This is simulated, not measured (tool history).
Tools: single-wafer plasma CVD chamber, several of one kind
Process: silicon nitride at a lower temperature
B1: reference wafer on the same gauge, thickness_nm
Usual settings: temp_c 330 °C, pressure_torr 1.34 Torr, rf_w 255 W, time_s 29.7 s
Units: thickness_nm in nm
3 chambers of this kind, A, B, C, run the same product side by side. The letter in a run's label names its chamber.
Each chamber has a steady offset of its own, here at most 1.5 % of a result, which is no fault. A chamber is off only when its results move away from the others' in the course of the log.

run 1B day=0.483 | temp_c=330 pressure_torr=1.34 rf_w=255 time_s=29.7 | B1=25.293 | thickness_nm=29.597
run 2A day=1.108 | temp_c=330 pressure_torr=1.34 rf_w=255 time_s=29.7 | B1=25.294 | thickness_nm=30.256
run 3C day=1.442 | temp_c=330 pressure_torr=1.34 rf_w=255 time_s=29.7 | B1=25.31 | thickness_nm=29.759
run 4A day=1.958 | temp_c=330 pressure_torr=1.34 rf_w=255 time_s=29.7 | B1=25.304 | thickness_nm=30.269
run 5C day=2.508 | temp_c=330 pressure_torr=1.34 rf_w=255 time_s=29.7 | B1=25.32 | thickness_nm=29.774
run 6B day=2.883 | temp_c=330 pressure_torr=1.34 rf_w=255 time_s=29.7 | B1=25.289 | thickness_nm=29.468
run 7A day=3.383 | temp_c=341 pressure_torr=1.34 rf_w=255 time_s=29.7 | B1=25.313 | thickness_nm=30.064
run 8C day=3.762 | temp_c=341 pressure_torr=1.34 rf_w=255 time_s=29.7 | B1=25.292 | thickness_nm=29.816
run 9B day=4.425 | temp_c=341 pressure_torr=1.34 rf_w=255 time_s=29.7 | B1=25.301 | thickness_nm=29.551
run 10C day=4.871 | temp_c=330 pressure_torr=1.34 rf_w=255 time_s=29.7 | B1=25.27 | thickness_nm=29.867
run 11A day=5.258 | temp_c=330 pressure_torr=1.34 rf_w=255 time_s=29.7 | B1=25.31 | thickness_nm=30.485
run 12B day=5.808 | temp_c=330 pressure_torr=1.34 rf_w=255 time_s=29.7 | B1=25.291 | thickness_nm=29.514
run 13C day=6.308 | temp_c=330 pressure_torr=1.34 rf_w=255 time_s=29.7 | B1=25.331 | thickness_nm=29.746
run 14B day=6.883 | temp_c=330 pressure_torr=1.34 rf_w=255 time_s=29.7 | B1=25.295 | thickness_nm=29.594
run 15A day=7.304 | temp_c=330 pressure_torr=1.34 rf_w=255 time_s=29.7 | B1=25.303 | thickness_nm=30.26
run 16B day=7.633 | temp_c=330 pressure_torr=1.34 rf_w=255 time_s=29.7 | B1=25.305 | thickness_nm=29.52
run 17A day=8.004 | temp_c=330 pressure_torr=1.34 rf_w=255 time_s=29.7 | B1=25.318 | thickness_nm=30.252
run 18C day=8.462 | temp_c=330 pressure_torr=1.34 rf_w=255 time_s=29.7 | B1=25.316 | thickness_nm=29.86
run 19C day=8.925 | temp_c=330 pressure_torr=1.34 rf_w=255 time_s=29.7 | B1=25.3 | thickness_nm=29.775
run 20B day=9.254 | temp_c=330 pressure_torr=1.34 rf_w=255 time_s=29.7 | B1=25.305 | thickness_nm=29.561
run 21A day=9.558 | temp_c=330 pressure_torr=1.34 rf_w=255 time_s=29.7 | B1=25.293 | thickness_nm=30.103
run 22C day=10.129 | temp_c=330 pressure_torr=1.34 rf_w=255 time_s=29.7 | B1=25.319 | thickness_nm=29.932
run 23B day=10.688 | temp_c=330 pressure_torr=1.34 rf_w=255 time_s=29.7 | B1=25.287 | thickness_nm=29.393
run 24A day=11.121 | temp_c=330 pressure_torr=1.34 rf_w=255 time_s=29.7 | B1=25.286 | thickness_nm=30.296
run 25A day=11.508 | temp_c=330 pressure_torr=1.34 rf_w=255 time_s=29.7 | B1=25.285 | thickness_nm=30.338
run 26B day=11.825 | temp_c=330 pressure_torr=1.34 rf_w=255 time_s=29.7 | B1=25.314 | thickness_nm=29.68
run 27C day=12.275 | temp_c=330 pressure_torr=1.34 rf_w=255 time_s=29.7 | B1=25.303 | thickness_nm=29.66
run 28A day=12.896 | temp_c=330 pressure_torr=1.34 rf_w=255 time_s=29.7 | B1=25.334 | thickness_nm=30.348
run 29B day=13.562 | temp_c=330 pressure_torr=1.34 rf_w=255 time_s=29.7 | B1=25.324 | thickness_nm=29.647
run 30C day=13.904 | temp_c=330 pressure_torr=1.34 rf_w=255 time_s=29.7 | B1=25.306 | thickness_nm=29.825
run 31B day=14.238 | temp_c=330 pressure_torr=1.34 rf_w=255 time_s=29.7 | B1=25.287 | thickness_nm=29.609

Next, every chamber runs the same settings. What will each give?
run 32A day=14.738 | temp_c=322 pressure_torr=1.34 rf_w=255 time_s=29.7 | thickness_nm=?
run 32B day=14.738 | temp_c=322 pressure_torr=1.34 rf_w=255 time_s=29.7 | thickness_nm=?
run 32C day=14.738 | temp_c=322 pressure_torr=1.34 rf_w=255 time_s=29.7 | thickness_nm=?

run=32A thickness_nm=30.327
run=32B thickness_nm=29.691
run=32C thickness_nm=29.8

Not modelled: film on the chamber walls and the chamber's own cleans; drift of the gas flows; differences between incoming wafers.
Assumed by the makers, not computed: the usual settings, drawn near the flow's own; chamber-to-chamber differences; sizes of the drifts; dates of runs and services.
